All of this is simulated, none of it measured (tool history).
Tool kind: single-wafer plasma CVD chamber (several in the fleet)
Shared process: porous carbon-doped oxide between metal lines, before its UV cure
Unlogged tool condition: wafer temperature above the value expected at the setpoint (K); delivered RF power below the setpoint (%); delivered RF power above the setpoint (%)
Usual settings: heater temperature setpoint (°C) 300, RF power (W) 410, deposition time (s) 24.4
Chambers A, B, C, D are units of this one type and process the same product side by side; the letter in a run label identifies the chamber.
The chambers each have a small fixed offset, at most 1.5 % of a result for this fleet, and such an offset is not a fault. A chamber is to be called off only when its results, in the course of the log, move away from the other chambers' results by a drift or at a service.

run	hour	heater temperature setpoint (°C)	RF power (W)	deposition time (s)	hours since the last thermocouple change	hours since the last RF generator calibration	read-back reference wafer on the same gauge, thickness_nm	mean film thickness on the monitor wafer (nm)
# hour 4.7: chamber A: RF generator calibrated
1C	8.7	300	410	24.4	1503.4	460.8	94.997	115.68
2D	20.2	300	410	24.4	1432.6	477.6	95.046	113.81
3B	31.6	300	410	24.4	472.9	1454.2	95.033	115.53
4A	42.2	300	410	24.4	2020.1	37.6	95.085	116.29
5A	49	300	410	24.4	2026.9	44.4	95.155	116.44
6D	59.7	300	410	24.4	1472.1	517.1	95.124	114.2
7C	73.6	300	410	24.4	1568.3	525.7	95.151	116.05
8B	88.8	300	410	24.4	530.1	1511.4	95.227	115.64
9B	98.6	300	410	24.4	539.9	1521.2	95.245	115.51
10A	105.9	300	410	24.4	2083.8	101.3	95.22	116.8
11D	113.3	300	410	24.4	1525.7	570.7	95.222	114.5
12C	120.5	300	410	24.4	1615.2	572.6	95.22	115.92
13C	131.2	300	410	24.4	1625.9	583.3	95.288	115.96
# hour 139.5: chamber A: thermocouple changed; heater temperature recalibrated
14D	142.4	300	410	24.4	1554.8	599.8	95.3	114.52
15B	153.9	307	410	26.2	595.2	1576.5	95.334	119.42
16A	168.9	307	410	26.2	29.4	164.3	95.351	120.18
17B	177	307	410	26.2	618.3	1599.6	95.385	119.28
18A	188.9	307	410	26.2	49.4	184.3	95.41	120.3
19C	196.1	300	410	24.4	1690.8	648.2	95.41	116.06
20D	208.7	300	410	24.4	1621.1	666.1	95.426	114.47
21A	218.7	300	410	24.4	79.2	214.1	95.474	116.9
22C	227.3	300	410	24.4	1722	679.4	95.485	115.99
23B	235.2	300	410	24.4	676.5	1657.8	95.489	115.88
24D	244.7	306	440	24.4	1657.1	702.1	95.519	117.38
25C	256.2	306	440	24.4	1750.9	708.3	95.544	118.66

Predict what each chamber gives when all 4 of them run the settings below next.
26A	267.2	313	410	24.4				?
26B	267.2	313	410	24.4				?
26C	267.2	313	410	24.4				?
26D	267.2	313	410	24.4				?

run	mean film thickness on the monitor wafer (nm)
26A	108.89
26B	107.95
26C	108.16
26D	106.9
